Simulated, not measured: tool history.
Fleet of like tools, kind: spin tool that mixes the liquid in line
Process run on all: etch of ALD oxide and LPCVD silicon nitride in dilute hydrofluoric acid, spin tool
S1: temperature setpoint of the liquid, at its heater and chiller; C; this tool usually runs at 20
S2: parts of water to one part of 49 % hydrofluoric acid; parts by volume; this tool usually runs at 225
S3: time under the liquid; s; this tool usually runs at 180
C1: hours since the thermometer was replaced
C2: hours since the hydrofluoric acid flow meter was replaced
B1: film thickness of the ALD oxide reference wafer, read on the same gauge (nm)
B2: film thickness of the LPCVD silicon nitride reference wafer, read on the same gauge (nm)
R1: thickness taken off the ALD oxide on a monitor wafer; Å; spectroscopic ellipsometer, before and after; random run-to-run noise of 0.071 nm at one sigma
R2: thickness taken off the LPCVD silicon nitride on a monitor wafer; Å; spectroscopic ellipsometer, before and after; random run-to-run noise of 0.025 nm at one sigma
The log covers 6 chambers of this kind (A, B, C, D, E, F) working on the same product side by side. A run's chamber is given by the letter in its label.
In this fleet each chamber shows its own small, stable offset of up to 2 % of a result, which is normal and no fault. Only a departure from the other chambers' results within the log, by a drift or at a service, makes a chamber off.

| run | hour | S1 | S2 | S3 | C1 | C2 | B1 | B2 | R1 | R2 |
|---|---|---|---|---|---|---|---|---|---|---|
| 1B | 10.5 | 20 | 225 | 180 | 1443.3 | 23.3 | 119.99 | 139.99 | 181 | 2.8593 |
| 2A | 17.9 | 20 | 225 | 180 | 1053.5 | 547.6 | 120.01 | 140.01 | 179.33 | 2.8409 |
| 3C | 25.2 | 20 | 225 | 180 | 655.5 | 194.6 | 120 | 140.01 | 179.1 | 3.174 |
| 4D | 38.7 | 20 | 225 | 180 | 1143.5 | 1162 | 119.98 | 140.01 | 179.19 | 3.162 |
| 5F | 47.9 | 20 | 225 | 180 | 713.4 | 112.9 | 120.02 | 139.97 | 179.93 | 3.0565 |
|  | 56.5 | chamber F: thermometer replaced |
| 6E | 60.3 | 20 | 225 | 180 | 945.3 | 1318.7 | 120 | 139.98 | 180.12 | 2.8919 |
| 7B | 72.1 | 20 | 225 | 180 | 1504.9 | 84.9 | 120.01 | 140.03 | 179.89 | 2.9372 |
| 8D | 82.7 | 20 | 225 | 180 | 1187.5 | 1206 | 120 | 139.99 | 180.3 | 3.067 |
| 9A | 91.1 | 20 | 225 | 180 | 1126.7 | 620.8 | 120 | 140.01 | 180.32 | 2.7913 |
| 10E | 101.9 | 20 | 225 | 180 | 986.9 | 1360.3 | 120 | 139.98 | 181.03 | 2.7263 |
| 11C | 114.9 | 20 | 225 | 180 | 745.2 | 284.3 | 120.03 | 140 | 178.84 | 2.8768 |
| 12F | 125.9 | 20 | 225 | 180 | 69.5 | 190.9 | 120 | 140 | 179.63 | 3.5616 |
| 13E | 132.7 | 20 | 225 | 180 | 1017.7 | 1391.1 | 120 | 140 | 181.34 | 3.0829 |
| 14F | 141.6 | 20 | 225 | 180 | 85.2 | 206.6 | 119.99 | 140.01 | 180.48 | 2.6858 |
| 15B | 152.7 | 20 | 225 | 180 | 1585.5 | 165.5 | 120.01 | 140 | 177.71 | 3.0893 |
| 16A | 163.4 | 20 | 225 | 180 | 1199 | 693.1 | 120.04 | 140.01 | 179.61 | 3.1535 |
|  | 177.7 | chamber C: thermometer replaced |
| 17D | 178.4 | 20 | 285 | 180 | 1283.2 | 1301.7 | 120.01 | 140.01 | 134.59 | 2.275 |
| 18C | 192.7 | 20 | 285 | 180 | 15 | 362.1 | 120.02 | 140.01 | 133.48 | 2.1318 |
|  | 204 | chamber B: thermometer replaced |
| 19E | 207.7 | 20 | 285 | 180 | 1092.7 | 1466.1 | 120 | 140.01 | 135.72 | 2.1635 |
| 20D | 222.1 | 20 | 285 | 180 | 1326.9 | 1345.4 | 120.01 | 140.02 | 135.36 | 2.4212 |
| 21F | 237.1 | 20 | 285 | 180 | 180.7 | 302.1 | 119.98 | 140.02 | 134.64 | 2.2902 |
| 22C | 247.6 | 20 | 285 | 180 | 69.9 | 417 | 120 | 140 | 133.5 | 2.4538 |
| 23B | 258.4 | 20 | 225 | 180 | 54.5 | 271.2 | 120.04 | 140 | 178.45 | 2.9355 |
| 24A | 265.1 | 20 | 120 | 120 | 1300.7 | 794.8 | 120.01 | 139.98 | 246.73 | 3.8394 |
| 25D | 275.3 | 20 | 120 | 120 | 1380.1 | 1398.6 | 119.98 | 140.01 | 250.27 | 3.1246 |
| 26E | 284.5 | 20 | 120 | 120 | 1169.5 | 1542.9 | 120.04 | 140 | 248.55 | 3.0348 |
| 27C | 299.4 | 20 | 120 | 120 | 121.7 | 468.8 | 119.99 | 140 | 252.47 | 4.1055 |
| 28F | 312.8 | 20 | 120 | 120 | 256.4 | 377.8 | 120.01 | 140.02 | 250.08 | 3.1375 |
| 29A | 325.5 | 20 | 120 | 120 | 1361.1 | 855.2 | 120.02 | 140.01 | 246.96 | 3.5754 |
| 30B | 340 | 20 | 225 | 180 | 136.1 | 352.8 | 120.01 | 139.99 | 179.75 | 2.7578 |
| 31D | 352.4 | 20 | 225 | 180 | 1457.2 | 1475.7 | 119.98 | 139.99 | 181.08 | 2.4262 |
| 32A | 366.7 | 20 | 225 | 180 | 1402.3 | 896.4 | 119.98 | 140.03 | 180.97 | 2.8873 |
| 33F | 373.8 | 20 | 225 | 180 | 317.4 | 438.8 | 120.01 | 139.99 | 179.88 | 2.8787 |
| 34C | 385 | 20 | 225 | 180 | 207.3 | 554.4 | 120.04 | 140 | 177.75 | 2.611 |
| 35E | 398.6 | 20 | 225 | 180 | 1283.6 | 1657 | 120.03 | 140 | 179.94 | 3.1789 |
| 36B | 412.5 | 20 | 225 | 180 | 208.6 | 425.3 | 119.99 | 140.01 | 180.25 | 2.6816 |
| 37E | 420.4 | 20 | 225 | 180 | 1305.4 | 1678.8 | 119.98 | 140 | 180.76 | 3.2026 |
| 38A | 434.1 | 20 | 225 | 180 | 1469.7 | 963.8 | 120 | 140.01 | 179.24 | 2.8723 |
| 39F | 447.9 | 20 | 225 | 180 | 391.5 | 512.9 | 119.98 | 139.99 | 179.57 | 2.8172 |
| 40C | 457 | 20 | 225 | 180 | 279.3 | 626.4 | 120 | 139.99 | 179.54 | 3.069 |
| 41B | 467.8 | 20 | 225 | 180 | 263.9 | 480.6 | 120.01 | 139.99 | 180.54 | 3.326 |
| 42D | 479.3 | 20 | 225 | 180 | 1584.1 | 1602.6 | 119.98 | 139.97 | 183 | 3.4437 |
| 43A | 487.8 | 20 | 225 | 180 | 1523.4 | 1017.5 | 119.97 | 140 | 178.84 | 3.3578 |

All chambers now run identical settings, listed one chamber a line with results as question marks. What results will each chamber show?
| 44A | 498.8 | 20 | 225 | 180 |  |  |  |  | ? | ? |
| 44B | 498.8 | 20 | 225 | 180 |  |  |  |  | ? | ? |
| 44C | 498.8 | 20 | 225 | 180 |  |  |  |  | ? | ? |
| 44D | 498.8 | 20 | 225 | 180 |  |  |  |  | ? | ? |
| 44E | 498.8 | 20 | 225 | 180 |  |  |  |  | ? | ? |
| 44F | 498.8 | 20 | 225 | 180 |  |  |  |  | ? | ? |

| run | R1 | R2 |
|---|---|---|
| 44A | 178.55 | 2.7563 |
| 44B | 179.51 | 3.0565 |
| 44C | 179.44 | 2.8442 |
| 44D | 183.66 | 3.1602 |
| 44E | 180.05 | 3.191 |
| 44F | 181.16 | 2.729 |
